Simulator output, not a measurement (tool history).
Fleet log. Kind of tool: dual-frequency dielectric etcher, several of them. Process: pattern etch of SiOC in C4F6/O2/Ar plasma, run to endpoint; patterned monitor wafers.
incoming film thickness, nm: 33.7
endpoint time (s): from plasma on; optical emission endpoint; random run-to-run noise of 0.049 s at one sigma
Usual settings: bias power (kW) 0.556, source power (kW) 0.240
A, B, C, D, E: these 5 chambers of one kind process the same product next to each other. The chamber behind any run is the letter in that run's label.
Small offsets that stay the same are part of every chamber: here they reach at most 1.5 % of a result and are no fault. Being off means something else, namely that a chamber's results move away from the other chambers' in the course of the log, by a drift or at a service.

run	day	bias power (kW)	source power (kW)	hours since the last wet clean	hours since the last bias power generator calibration	hours since the last source power generator calibration	endpoint time (s)
1D	0.154	0.556	0.240	108.5	3100.2	3909.2	13.255
2A	0.333	0.556	0.240	312.2	1380.2	986.4	13.046
3C	0.496	0.556	0.240	368.3	3327.5	2323.2	13.145
4E	0.683	0.556	0.240	511.6	1240.1	1610.0	12.950
5B	0.821	0.556	0.240	344.8	3423.9	886.9	13.056
6A	0.950	0.556	0.240	327.0	1395.0	1001.2	13.003
7B	1.142	0.556	0.240	352.5	3431.6	894.6	13.014
8D	1.312	0.556	0.240	136.3	3128.0	3937.0	13.231
9E	1.438	0.556	0.240	529.7	1258.2	1628.1	13.032
10C	1.621	0.556	0.300	395.3	3354.5	2350.2	12.113
11B	1.825	0.556	0.300	368.9	3448.0	911.0	11.910
12A	1.950	0.556	0.300	351.0	1419.0	1025.2	12.056
13E	2.088	0.556	0.300	545.3	1273.8	1643.7	12.015
14D	2.221	0.556	0.300	158.1	3149.8	3958.8	12.239
15C	2.412	0.556	0.240	414.3	3373.5	2369.2	13.046
# day 2.529: chamber E: wet clean of the chamber
16A	2.562	0.556	0.240	365.7	1433.7	1039.9	13.049
# day 2.775: chamber C: wet clean of the chamber
17C	2.783	0.556	0.240	0.3	3382.4	2378.1	13.027
18E	2.883	0.556	0.240	8.5	1292.9	1662.8	12.481
19B	3.096	0.556	0.240	399.4	3478.5	941.5	13.044
20D	3.250	0.556	0.240	182.8	3174.5	3983.5	13.271
21A	3.438	0.556	0.240	386.7	1454.7	1060.9	13.098
22E	3.583	0.556	0.240	25.3	1309.7	1679.6	12.551
23B	3.767	0.556	0.240	415.5	3494.6	957.6	12.931
24D	3.938	0.556	0.240	199.3	3191.0	4000.0	13.156
25C	4.042	0.659	0.240	30.5	3412.6	2408.3	12.291
# day 4.058: chamber D: bias power generator calibrated
26D	4.192	0.659	0.240	205.4	3.2	4006.1	12.338
27B	4.312	0.659	0.240	428.6	3507.7	970.7	12.005
28E	4.462	0.659	0.240	46.4	1330.8	1700.7	11.693
29A	4.642	0.659	0.240	415.6	1483.6	1089.8	12.283
30C	4.796	0.556	0.190	48.6	3430.7	2426.4	14.306
31D	4.983	0.556	0.190	224.4	22.2	4025.1	14.399
32B	5.138	0.556	0.190	448.4	3527.5	990.5	14.169
33C	5.271	0.556	0.190	60.0	3442.1	2437.8	14.222
34E	5.467	0.556	0.190	70.5	1354.9	1724.8	13.569
35A	5.688	0.486	0.240	440.7	1508.7	1114.9	13.811
36D	5.808	0.486	0.240	244.2	42.0	4044.9	13.831
37B	5.912	0.486	0.240	467.0	3546.1	1009.1	13.701
38A	6.133	0.486	0.240	451.4	1519.4	1125.6	13.775
39E	6.275	0.486	0.240	89.9	1374.3	1744.2	13.066

What goes on in this fleet: one chamber off, a drifting gauge, or nothing beyond the chambers' own small offsets? Name the chamber and the cause, if any.

Chamber E came out of a service off from its peers and stayed that way.
Likeliest cause: etch rate over this chamber's usual, % = 4.22.

Chamber E could run next with any of the 4 candidate recipes listed below; each alters the usual settings, and their results appear as question marks. Which one brings its results back in line with what the other chambers deliver on the usual settings?
In line here means within this much of the mean the other chambers give on the usual settings: endpoint time (s) 0.170
40E-1	6.433	0.621	0.270				?
40E-2	6.433	0.556	0.210				?
40E-3	6.433	0.628	0.240				?
40E-4	6.433	0.447	0.240				?

Other chambers, usual settings, mean: endpoint time (s) 13.090
run	endpoint time (s)
40E-1	11.448
40E-2	13.069
40E-3	11.888
40E-4	13.525
40E-2 brings the chamber back in line.
